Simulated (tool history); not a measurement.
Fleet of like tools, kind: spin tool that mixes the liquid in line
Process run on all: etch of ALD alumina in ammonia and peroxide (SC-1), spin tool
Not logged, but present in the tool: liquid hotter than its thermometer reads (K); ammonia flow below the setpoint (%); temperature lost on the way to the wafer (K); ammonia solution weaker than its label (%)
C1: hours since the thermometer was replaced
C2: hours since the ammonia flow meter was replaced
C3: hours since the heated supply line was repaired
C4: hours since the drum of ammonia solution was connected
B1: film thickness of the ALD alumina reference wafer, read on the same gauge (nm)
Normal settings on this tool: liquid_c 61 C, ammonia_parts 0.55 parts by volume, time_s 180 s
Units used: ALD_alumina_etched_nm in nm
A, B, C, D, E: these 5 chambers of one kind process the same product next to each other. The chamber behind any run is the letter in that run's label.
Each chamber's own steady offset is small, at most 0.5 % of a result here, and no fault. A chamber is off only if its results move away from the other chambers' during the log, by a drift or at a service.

run 1B hour=8.5 | liquid_c=61 ammonia_parts=0.55 time_s=180 | C1=481.2 C2=55.7 C3=186.8 C4=207.8 | B1=150.00 | ALD_alumina_etched_nm=20.937
run 2C hour=14.9 | liquid_c=61 ammonia_parts=0.55 time_s=180 | C1=948.8 C2=222.9 C3=273.9 C4=674.4 | B1=150.00 | ALD_alumina_etched_nm=20.837
run 3D hour=27.8 | liquid_c=61 ammonia_parts=0.55 time_s=180 | C1=503.5 C2=673.0 C3=42.4 C4=261.7 | B1=150.03 | ALD_alumina_etched_nm=20.667
run 4A hour=41.6 | liquid_c=61 ammonia_parts=0.55 time_s=180 | C1=308.0 C2=886.7 C3=1526.6 C4=398.6 | B1=150.03 | ALD_alumina_etched_nm=20.788
-- hour=42.8 chamber B: new drum of ammonia solution connected
run 5E hour=55.7 | liquid_c=61 ammonia_parts=0.55 time_s=180 | C1=245.1 C2=370.9 C3=1661.1 C4=192.6 | B1=150.00 | ALD_alumina_etched_nm=20.795
run 6C hour=62.1 | liquid_c=61 ammonia_parts=0.55 time_s=180 | C1=996.0 C2=270.1 C3=321.1 C4=721.6 | B1=149.99 | ALD_alumina_etched_nm=20.779
run 7A hour=71.3 | liquid_c=61 ammonia_parts=0.55 time_s=180 | C1=337.7 C2=916.4 C3=1556.3 C4=428.3 | B1=150.01 | ALD_alumina_etched_nm=20.620
run 8D hour=85.3 | liquid_c=61 ammonia_parts=0.55 time_s=180 | C1=561.0 C2=730.5 C3=99.9 C4=319.2 | B1=149.98 | ALD_alumina_etched_nm=20.785
-- hour=94.3 chamber C: new drum of ammonia solution connected
run 9B hour=96.6 | liquid_c=61 ammonia_parts=0.55 time_s=220 | C1=569.3 C2=143.8 C3=274.9 C4=53.9 | B1=150.04 | ALD_alumina_etched_nm=25.575
run 10E hour=104.1 | liquid_c=61 ammonia_parts=0.55 time_s=220 | C1=293.5 C2=419.3 C3=1709.5 C4=241.0 | B1=150.02 | ALD_alumina_etched_nm=25.381
run 11B hour=110.7 | liquid_c=61 ammonia_parts=0.55 time_s=220 | C1=583.4 C2=157.9 C3=289.0 C4=68.0 | B1=149.98 | ALD_alumina_etched_nm=25.592
run 12A hour=119.9 | liquid_c=61 ammonia_parts=0.55 time_s=220 | C1=386.3 C2=965.0 C3=1604.9 C4=476.9 | B1=149.97 | ALD_alumina_etched_nm=25.258
run 13C hour=130.9 | liquid_c=61 ammonia_parts=0.55 time_s=220 | C1=1064.8 C2=338.9 C3=389.9 C4=36.6 | B1=150.00 | ALD_alumina_etched_nm=25.466
run 14D hour=141.6 | liquid_c=61 ammonia_parts=0.55 time_s=180 | C1=617.3 C2=786.8 C3=156.2 C4=375.5 | B1=150.00 | ALD_alumina_etched_nm=20.807
run 15E hour=154.8 | liquid_c=61 ammonia_parts=0.55 time_s=180 | C1=344.2 C2=470.0 C3=1760.2 C4=291.7 | B1=149.98 | ALD_alumina_etched_nm=20.838
run 16D hour=161.4 | liquid_c=61 ammonia_parts=0.55 time_s=180 | C1=637.1 C2=806.6 C3=176.0 C4=395.3 | B1=149.96 | ALD_alumina_etched_nm=20.902
run 17B hour=169.7 | liquid_c=61 ammonia_parts=0.75 time_s=280 | C1=642.4 C2=216.9 C3=348.0 C4=127.0 | B1=149.96 | ALD_alumina_etched_nm=33.543
run 18E hour=176.5 | liquid_c=61 ammonia_parts=0.75 time_s=280 | C1=365.9 C2=491.7 C3=1781.9 C4=313.4 | B1=149.99 | ALD_alumina_etched_nm=33.252
run 19A hour=186.0 | liquid_c=61 ammonia_parts=0.75 time_s=280 | C1=452.4 C2=1031.1 C3=1671.0 C4=543.0 | B1=150.00 | ALD_alumina_etched_nm=33.004
run 20C hour=194.8 | liquid_c=61 ammonia_parts=0.75 time_s=280 | C1=1128.7 C2=402.8 C3=453.8 C4=100.5 | B1=149.98 | ALD_alumina_etched_nm=33.258
-- hour=200.5 chamber C: ammonia flow meter replaced
run 21E hour=208.7 | liquid_c=61 ammonia_parts=0.75 time_s=280 | C1=398.1 C2=523.9 C3=1814.1 C4=345.6 | B1=150.03 | ALD_alumina_etched_nm=33.338
run 22C hour=217.1 | liquid_c=61 ammonia_parts=0.55 time_s=180 | C1=1151.0 C2=16.6 C3=476.1 C4=122.8 | B1=149.99 | ALD_alumina_etched_nm=20.811
-- hour=224.7 chamber A: new drum of ammonia solution connected
run 23A hour=226.3 | liquid_c=61 ammonia_parts=0.55 time_s=180 | C1=492.7 C2=1071.4 C3=1711.3 C4=1.7 | B1=149.99 | ALD_alumina_etched_nm=20.780
run 24D hour=233.1 | liquid_c=61 ammonia_parts=0.55 time_s=180 | C1=708.8 C2=878.3 C3=247.7 C4=467.0 | B1=149.97 | ALD_alumina_etched_nm=20.897
-- hour=236.1 chamber B: new drum of ammonia solution connected
run 25B hour=241.9 | liquid_c=61 ammonia_parts=0.55 time_s=180 | C1=714.6 C2=289.1 C3=420.2 C4=5.9 | B1=149.97 | ALD_alumina_etched_nm=20.967
run 26A hour=253.6 | liquid_c=61 ammonia_parts=0.55 time_s=180 | C1=520.0 C2=1098.7 C3=1738.6 C4=29.0 | B1=150.00 | ALD_alumina_etched_nm=20.714
run 27C hour=261.2 | liquid_c=61 ammonia_parts=0.75 time_s=280 | C1=1195.1 C2=60.7 C3=520.2 C4=166.9 | B1=150.00 | ALD_alumina_etched_nm=33.266
run 28D hour=273.6 | liquid_c=61 ammonia_parts=0.75 time_s=280 | C1=749.3 C2=918.8 C3=288.2 C4=507.5 | B1=150.04 | ALD_alumina_etched_nm=33.980
run 29E hour=282.9 | liquid_c=61 ammonia_parts=0.75 time_s=280 | C1=472.3 C2=598.1 C3=1888.3 C4=419.8 | B1=150.03 | ALD_alumina_etched_nm=33.395
run 30B hour=294.2 | liquid_c=61 ammonia_parts=0.75 time_s=280 | C1=766.9 C2=341.4 C3=472.5 C4=58.2 | B1=150.00 | ALD_alumina_etched_nm=33.598
run 31C hour=300.3 | liquid_c=61 ammonia_parts=0.75 time_s=280 | C1=1234.2 C2=99.8 C3=559.3 C4=206.0 | B1=149.96 | ALD_alumina_etched_nm=33.183
run 32A hour=311.0 | liquid_c=61 ammonia_parts=0.55 time_s=180 | C1=577.4 C2=1156.1 C3=1796.0 C4=86.4 | B1=149.98 | ALD_alumina_etched_nm=20.577
run 33E hour=324.2 | liquid_c=61 ammonia_parts=0.55 time_s=180 | C1=513.6 C2=639.4 C3=1929.6 C4=461.1 | B1=149.99 | ALD_alumina_etched_nm=20.691

Next, all 5 chambers run the settings below, one line each with question marks for the results. What does each chamber give?
run 34A hour=334.3 | liquid_c=61 ammonia_parts=0.55 time_s=180 | ALD_alumina_etched_nm=?
run 34B hour=334.3 | liquid_c=61 ammonia_parts=0.55 time_s=180 | ALD_alumina_etched_nm=?
run 34C hour=334.3 | liquid_c=61 ammonia_parts=0.55 time_s=180 | ALD_alumina_etched_nm=?
run 34D hour=334.3 | liquid_c=61 ammonia_parts=0.55 time_s=180 | ALD_alumina_etched_nm=?
run 34E hour=334.3 | liquid_c=61 ammonia_parts=0.55 time_s=180 | ALD_alumina_etched_nm=?

run=34A ALD_alumina_etched_nm=20.631
run=34B ALD_alumina_etched_nm=21.012
run=34C ALD_alumina_etched_nm=20.803
run=34D ALD_alumina_etched_nm=21.304
run=34E ALD_alumina_etched_nm=20.731

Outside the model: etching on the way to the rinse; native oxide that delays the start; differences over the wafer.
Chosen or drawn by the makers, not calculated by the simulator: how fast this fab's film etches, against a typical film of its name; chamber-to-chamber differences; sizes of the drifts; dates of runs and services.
